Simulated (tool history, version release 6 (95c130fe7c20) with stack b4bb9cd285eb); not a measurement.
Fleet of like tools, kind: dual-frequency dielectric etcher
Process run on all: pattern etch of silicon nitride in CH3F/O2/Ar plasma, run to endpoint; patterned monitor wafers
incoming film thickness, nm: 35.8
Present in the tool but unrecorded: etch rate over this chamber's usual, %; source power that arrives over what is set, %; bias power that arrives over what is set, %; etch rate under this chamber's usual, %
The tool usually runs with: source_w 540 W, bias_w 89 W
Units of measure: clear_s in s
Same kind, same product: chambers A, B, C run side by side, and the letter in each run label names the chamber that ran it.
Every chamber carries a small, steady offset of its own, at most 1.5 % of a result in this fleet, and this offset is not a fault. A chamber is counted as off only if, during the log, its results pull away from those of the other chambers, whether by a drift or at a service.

run,hour,source_w,bias_w,hours since the last wet clean,hours since the last source power generator calibration,hours since the last bias power generator calibration,clear_s
1A,4.9,540,89,709.2,1281.8,1500.2,42.356
2C,12.5,540,89,217.3,1907.0,2276.5,42.719
3B,17.5,540,89,233.4,1439.5,310.3,42.729
# hour 21.7: chamber A: wet clean of the chamber
4A,23.2,540,89,1.5,1300.1,1518.5,42.705
5C,27.3,540,89,232.1,1921.8,2291.3,42.948
6B,32.4,540,89,248.3,1454.4,325.2,42.958
7C,38.9,540,89,243.7,1933.4,2302.9,42.885
8B,42.8,590,89,258.7,1464.8,335.6,41.254
9A,50.9,590,89,29.2,1327.8,1546.2,41.260
10C,57.0,590,89,261.8,1951.5,2321.0,41.319
11A,64.5,540,89,42.8,1341.4,1559.8,42.378
12B,70.5,540,89,286.4,1492.5,363.3,42.649
13B,75.1,470,89,291.0,1497.1,367.9,45.173
14C,80.8,470,89,285.6,1975.3,2344.8,45.433
15A,87.8,470,89,66.1,1364.7,1583.1,44.831
16A,91.4,430,89,69.7,1368.3,1586.7,46.307
17B,96.6,430,89,312.5,1518.6,389.4,46.686
18C,104.4,430,89,309.2,1998.9,2368.4,47.227
19A,110.9,540,89,89.2,1387.8,1606.2,42.377
20C,117.9,540,89,322.7,2012.4,2381.9,43.235
21B,124.3,540,89,340.2,1546.3,417.1,42.851
22A,130.1,540,89,108.4,1407.0,1625.4,42.269
23C,138.1,540,89,342.9,2032.6,2402.1,43.216
24B,141.8,540,89,357.7,1563.8,434.6,42.886
25C,148.5,540,89,353.3,2043.0,2412.5,43.344
26B,155.7,540,89,371.6,1577.7,448.5,42.953
27A,159.8,540,89,138.1,1436.7,1655.1,42.483
28A,167.7,630,89,146.0,1444.6,1663.0,40.119
29C,174.4,630,89,379.2,2068.9,2438.4,40.948
30B,180.8,630,89,396.7,1602.8,473.6,40.181
31B,184.8,540,89,400.7,1606.8,477.6,42.741
32C,188.9,540,89,393.7,2083.4,2452.9,43.568
33A,192.7,540,89,171.0,1469.6,1688.0,42.571
34A,197.4,540,89,175.7,1474.3,1692.7,42.362
35B,204.1,540,89,420.0,1626.1,496.9,42.599
36C,208.5,540,89,413.3,2103.0,2472.5,43.772
37A,215.5,540,89,193.8,1492.4,1710.8,42.517
38C,220.3,540,89,425.1,2114.8,2484.3,43.845
39B,226.0,540,89,441.9,1648.0,518.8,42.810

One chamber off, gauge drift, or nothing amiss beyond the chambers' own small offsets? If it is a chamber, which one, and what is the likeliest cause?

One chamber, C, drifts off from the rest bit by bit.
Most likely cause: etch rate under this chamber's usual, % = 2.18.
The log may not separate it from: source power that arrives under what is set, %; bias power that arrives under what is set, %.

Chamber C could run next with any of the 4 candidate recipes listed below; each alters the usual settings, and their results appear as question marks. Which one brings its results back in line with what the other chambers deliver on the usual settings?
Allowed miss from the other chambers' usual-settings mean, per result, to count as in line: clear_s 0.450 s
40C-1,231.8,540,100,,,,?
40C-2,231.8,560,92,,,,?
40C-3,231.8,540,82,,,,?
40C-4,231.8,480,89,,,,?

Mean of the other chambers on the usual settings: clear_s 42.663 s
run,clear_s
40C-1,41.979
40C-2,42.671
40C-3,45.062
40C-4,45.775
40C-2 brings the chamber back in line.

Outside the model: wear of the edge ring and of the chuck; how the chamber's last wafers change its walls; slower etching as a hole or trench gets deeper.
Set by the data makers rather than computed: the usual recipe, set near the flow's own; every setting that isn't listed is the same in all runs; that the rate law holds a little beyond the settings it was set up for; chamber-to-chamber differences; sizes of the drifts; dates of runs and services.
